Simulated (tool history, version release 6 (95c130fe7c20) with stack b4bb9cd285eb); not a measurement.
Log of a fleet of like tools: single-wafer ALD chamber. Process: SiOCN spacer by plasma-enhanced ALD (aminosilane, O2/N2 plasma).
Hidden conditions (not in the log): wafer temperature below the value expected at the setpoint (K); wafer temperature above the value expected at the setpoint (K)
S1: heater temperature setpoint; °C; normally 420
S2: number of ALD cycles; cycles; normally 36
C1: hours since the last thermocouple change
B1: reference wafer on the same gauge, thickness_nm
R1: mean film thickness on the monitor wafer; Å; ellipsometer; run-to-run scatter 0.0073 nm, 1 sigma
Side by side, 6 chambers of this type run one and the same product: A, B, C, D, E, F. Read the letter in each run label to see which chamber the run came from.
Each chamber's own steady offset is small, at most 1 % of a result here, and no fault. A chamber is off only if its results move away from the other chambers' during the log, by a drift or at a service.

{"run": "1C", "hour": 3.4, "S1": 420, "S2": 36, "C1": 752.7, "B1": 2.2289, "R1": 20.538}
{"run": "2F", "hour": 6.9, "S1": 420, "S2": 36, "C1": 20.6, "B1": 2.2296, "R1": 20.304}
{"run": "3B", "hour": 10.8, "S1": 420, "S2": 36, "C1": 1575.4, "B1": 2.2309, "R1": 20.572}
{"run": "4E", "hour": 17.4, "S1": 420, "S2": 36, "C1": 1118.6, "B1": 2.2327, "R1": 20.503}
{"run": "5D", "hour": 21.3, "S1": 420, "S2": 36, "C1": 1662, "B1": 2.2323, "R1": 20.391}
{"run": "6A", "hour": 26.5, "S1": 420, "S2": 36, "C1": 1130.6, "B1": 2.2316, "R1": 20.425}
{"run": "7D", "hour": 31.3, "S1": 420, "S2": 36, "C1": 1672, "B1": 2.229, "R1": 20.346}
{"run": "8A", "hour": 36.0, "S1": 420, "S2": 36, "C1": 1140.1, "B1": 2.2296, "R1": 20.5}
{"run": "9E", "hour": 42.3, "S1": 420, "S2": 36, "C1": 1143.5, "B1": 2.2308, "R1": 20.468}
{"run": "10F", "hour": 46.7, "S1": 420, "S2": 36, "C1": 60.4, "B1": 2.232, "R1": 20.2}
{"run": "11B", "hour": 51.1, "S1": 420, "S2": 36, "C1": 1615.7, "B1": 2.2304, "R1": 20.67}
{"run": "12C", "hour": 58.0, "S1": 420, "S2": 36, "C1": 807.3, "B1": 2.2304, "R1": 20.548}
{"run": "13C", "hour": 62.2, "S1": 420, "S2": 36, "C1": 811.5, "B1": 2.2288, "R1": 20.491}
{"run": "14B", "hour": 69.5, "S1": 420, "S2": 36, "C1": 1634.1, "B1": 2.2298, "R1": 20.636}
{"run": "15F", "hour": 73.0, "S1": 415, "S2": 39, "C1": 86.7, "B1": 2.2295, "R1": 22.497}
{"run": "16D", "hour": 76.5, "S1": 415, "S2": 39, "C1": 1717.2, "B1": 2.2293, "R1": 22.412}
{"run": "17E", "hour": 79.7, "S1": 415, "S2": 39, "C1": 1180.9, "B1": 2.2317, "R1": 22.58}
{"run": "18A", "hour": 86.3, "S1": 415, "S2": 39, "C1": 1190.4, "B1": 2.2306, "R1": 22.603}
{"hour": 92.3, "done": "chamber B: thermocouple changed; heater temperature recalibrated"}
{"run": "19D", "hour": 92.9, "S1": 415, "S2": 39, "C1": 1733.6, "B1": 2.2294, "R1": 22.253}
{"run": "20E", "hour": 97.9, "S1": 415, "S2": 39, "C1": 1199.1, "B1": 2.2308, "R1": 22.595}
{"run": "21C", "hour": 104.6, "S1": 420, "S2": 36, "C1": 853.9, "B1": 2.2311, "R1": 20.56}
{"run": "22A", "hour": 107.9, "S1": 420, "S2": 36, "C1": 1212, "B1": 2.2283, "R1": 20.485}
{"run": "23F", "hour": 114.6, "S1": 420, "S2": 36, "C1": 128.3, "B1": 2.2296, "R1": 20.469}
{"run": "24B", "hour": 121.8, "S1": 420, "S2": 36, "C1": 29.6, "B1": 2.2315, "R1": 20.57}
{"run": "25D", "hour": 128.6, "S1": 420, "S2": 36, "C1": 1769.3, "B1": 2.2297, "R1": 20.156}
{"run": "26B", "hour": 134.3, "S1": 420, "S2": 36, "C1": 42.1, "B1": 2.2292, "R1": 20.594}
{"run": "27A", "hour": 139.4, "S1": 420, "S2": 36, "C1": 1243.5, "B1": 2.2305, "R1": 20.431}
{"run": "28E", "hour": 145.0, "S1": 420, "S2": 36, "C1": 1246.2, "B1": 2.2297, "R1": 20.543}
{"run": "29F", "hour": 149.7, "S1": 420, "S2": 36, "C1": 163.4, "B1": 2.2306, "R1": 20.423}
{"run": "30C", "hour": 153.7, "S1": 420, "S2": 36, "C1": 903, "B1": 2.2275, "R1": 20.484}
{"run": "31E", "hour": 159.2, "S1": 420, "S2": 36, "C1": 1260.4, "B1": 2.2284, "R1": 20.328}
{"run": "32B", "hour": 163.3, "S1": 420, "S2": 36, "C1": 71.1, "B1": 2.2304, "R1": 20.708}
{"run": "33F", "hour": 170.2, "S1": 420, "S2": 36, "C1": 183.9, "B1": 2.2285, "R1": 20.36}
{"run": "34D", "hour": 175.3, "S1": 420, "S2": 36, "C1": 1816, "B1": 2.2306, "R1": 20.351}
{"run": "35C", "hour": 181.7, "S1": 420, "S2": 36, "C1": 931, "B1": 2.2289, "R1": 20.571}
{"run": "36A", "hour": 186.9, "S1": 420, "S2": 36, "C1": 1291, "B1": 2.2309, "R1": 20.491}
{"hour": 192.6, "done": "chamber A: thermocouple changed; heater temperature recalibrated"}
{"run": "37A", "hour": 193.9, "S1": 420, "S2": 36, "C1": 1.3, "B1": 2.2292, "R1": 20.482}
{"run": "38B", "hour": 201.1, "S1": 420, "S2": 36, "C1": 108.9, "B1": 2.2285, "R1": 20.536}
{"run": "39E", "hour": 205.0, "S1": 406, "S2": 32, "C1": 1306.2, "B1": 2.2325, "R1": 19.051}
{"run": "40F", "hour": 212.3, "S1": 406, "S2": 32, "C1": 226, "B1": 2.2309, "R1": 18.885}
{"run": "41C", "hour": 219.4, "S1": 406, "S2": 32, "C1": 968.7, "B1": 2.233, "R1": 19.058}
{"run": "42D", "hour": 225.9, "S1": 406, "S2": 32, "C1": 1866.6, "B1": 2.2317, "R1": 18.969}
{"run": "43B", "hour": 233.2, "S1": 406, "S2": 32, "C1": 141, "B1": 2.2311, "R1": 19.297}
{"hour": 237.0, "done": "chamber E: thermocouple changed; heater temperature recalibrated"}
{"run": "44E", "hour": 239.9, "S1": 406, "S2": 32, "C1": 3, "B1": 2.2298, "R1": 19.047}

Next, all 6 chambers run the settings below, one line each with question marks for the results. What does each chamber give?
{"run": "45A", "hour": 245.2, "S1": 420, "S2": 36, "R1": "?"}
{"run": "45B", "hour": 245.2, "S1": 420, "S2": 36, "R1": "?"}
{"run": "45C", "hour": 245.2, "S1": 420, "S2": 36, "R1": "?"}
{"run": "45D", "hour": 245.2, "S1": 420, "S2": 36, "R1": "?"}
{"run": "45E", "hour": 245.2, "S1": 420, "S2": 36, "R1": "?"}
{"run": "45F", "hour": 245.2, "S1": 420, "S2": 36, "R1": "?"}

run=45A R1=20.438
run=45B R1=20.66
run=45C R1=20.442
run=45D R1=20.306
run=45E R1=20.52
run=45F R1=20.399
